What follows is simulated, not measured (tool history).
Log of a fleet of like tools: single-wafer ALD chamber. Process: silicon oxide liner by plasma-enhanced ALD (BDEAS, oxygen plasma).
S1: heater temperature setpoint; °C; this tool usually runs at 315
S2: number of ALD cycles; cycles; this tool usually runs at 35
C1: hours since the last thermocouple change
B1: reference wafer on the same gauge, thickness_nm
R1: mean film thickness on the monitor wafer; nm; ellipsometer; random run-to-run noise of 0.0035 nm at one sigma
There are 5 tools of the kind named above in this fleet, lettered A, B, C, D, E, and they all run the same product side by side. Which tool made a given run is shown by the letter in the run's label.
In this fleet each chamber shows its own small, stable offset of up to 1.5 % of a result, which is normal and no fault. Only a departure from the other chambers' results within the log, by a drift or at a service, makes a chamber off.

run	hour	S1	S2	C1	B1	R1
1A	6.4	315	35	485.1	3.7903	3.1805
2C	16.9	315	35	2102.1	3.7911	3.1956
3B	27.7	315	35	181.6	3.7904	3.1572
4E	36.9	315	35	495.9	3.7913	3.1769
5D	43.9	315	35	1083.9	3.7922	3.2046
6E	52.9	315	35	511.9	3.7926	3.1796
7D	61.5	315	32	1101.5	3.7926	2.9317
8A	69.8	315	32	548.5	3.7942	2.9108
9B	79.0	315	32	232.9	3.7958	2.8878
10C	85.4	315	32	2170.6	3.7945	2.9166
11A	92.7	315	32	571.4	3.7939	2.9122
12B	103.6	315	35	257.5	3.7950	3.1552
13E	114.6	315	35	573.6	3.7963	3.1739
14C	122.6	315	38	2207.8	3.7960	3.4650
15D	130.8	315	38	1170.8	3.7966	3.4816
16C	138.0	315	38	2223.2	3.7976	3.4755
17E	148.8	315	38	607.8	3.7981	3.4481
18D	159.2	315	38	1199.2	3.7985	3.4834
19A	167.2	315	35	645.9	3.7986	3.1844
20B	175.8	315	35	329.7	3.8006	3.1543
21C	181.3	315	35	2266.5	3.7998	3.1934
22A	189.7	315	35	668.4	3.8002	3.1926
23B	199.4	315	35	353.3	3.8003	3.1600
24D	210.6	315	35	1250.6	3.8025	3.2166
25E	218.0	315	35	677.0	3.8018	3.1798
26D	224.5	315	35	1264.5	3.8020	3.2145
27E	233.6	315	35	692.6	3.8032	3.1849
28A	240.5	315	35	719.2	3.8015	3.1860
29C	251.4	315	35	2336.6	3.8030	3.1984
30B	259.4	315	35	413.3	3.8033	3.1671
31A	270.7	315	35	749.4	3.8048	3.1918
32B	280.2	315	35	434.1	3.8049	3.1644
33E	285.8	315	35	744.8	3.8047	3.1873
34C	295.4	315	35	2380.6	3.8058	3.2057
35D	300.9	315	35	1340.9	3.8065	3.2194
36A	311.0	315	35	789.7	3.8065	3.1877

Is one chamber out of step, is the gauge drifting, or do the chambers differ by no more than their own small offsets? For an off chamber, give its letter and the likeliest cause.

The gauge drifts, so all chambers seem to drift together. No chamber is off.
Likeliest cause: gauge reads high (%) = 0.451.
